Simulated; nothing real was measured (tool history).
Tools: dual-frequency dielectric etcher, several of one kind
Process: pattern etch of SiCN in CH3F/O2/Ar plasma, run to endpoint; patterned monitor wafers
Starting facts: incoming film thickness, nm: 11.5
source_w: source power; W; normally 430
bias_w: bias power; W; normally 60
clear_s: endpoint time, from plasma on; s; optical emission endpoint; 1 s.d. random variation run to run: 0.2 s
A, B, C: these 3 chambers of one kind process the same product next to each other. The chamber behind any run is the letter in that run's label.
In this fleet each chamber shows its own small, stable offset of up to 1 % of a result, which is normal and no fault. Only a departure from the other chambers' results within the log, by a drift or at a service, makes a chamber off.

run,hour,source_w,bias_w,hours since the last wet clean,hours since the last source power generator calibration,hours since the last bias power generator calibration,clear_s
1A,4.0,430,60,386.9,2119.9,1090.9,31.503
2C,6.7,430,60,398.6,1579.0,695.3,31.977
3B,10.5,430,60,441.2,4309.7,3440.2,32.001
4B,13.2,430,60,443.9,4312.4,3442.9,31.774
5C,16.0,430,60,407.9,1588.3,704.6,31.811
6A,18.7,430,60,401.6,2134.6,1105.6,31.821
7C,20.6,430,60,412.5,1592.9,709.2,31.774
8A,24.1,430,60,407.0,2140.0,1111.0,31.564
9B,27.5,430,60,458.2,4326.7,3457.2,31.797
10B,30.6,430,60,461.3,4329.8,3460.3,31.411
# hour 32.6: chamber A: wet clean of the chamber
11A,34.3,430,60,1.7,2150.2,1121.2,31.752
12C,36.2,430,60,428.1,1608.5,724.8,31.858
13B,40.2,430,60,470.9,4339.4,3469.9,31.543
14A,42.6,430,60,10.0,2158.5,1129.5,31.737
15C,44.7,430,60,436.6,1617.0,733.3,31.973
16A,47.0,430,60,14.4,2162.9,1133.9,31.428
17C,50.3,430,60,442.2,1622.6,738.9,31.666
18B,52.2,430,60,482.9,4351.4,3481.9,31.721
# hour 52.3: chamber B: wet clean of the chamber
19B,55.7,480,60,3.5,4354.9,3485.4,28.970
20C,57.9,480,60,449.8,1630.2,746.5,30.385
21A,61.0,480,60,28.4,2176.9,1147.9,30.206
22C,64.5,430,60,456.4,1636.8,753.1,31.573
23A,68.3,430,70,35.7,2184.2,1155.2,30.305
24B,71.2,430,70,19.0,4370.4,3500.9,28.630
25A,74.3,430,70,41.7,2190.2,1161.2,29.937
26C,78.4,430,48,470.3,1650.7,767.0,34.229
27B,81.6,430,48,29.4,4380.8,3511.3,32.425
28A,85.5,430,48,52.9,2201.4,1172.4,34.220

The same settings go to every chamber for the next run, one line per chamber below. Forecast the results for each:
29A,88.5,430,46,,,,?
29B,88.5,430,46,,,,?
29C,88.5,430,46,,,,?

run,clear_s
29A,34.573
29B,32.683
29C,34.628
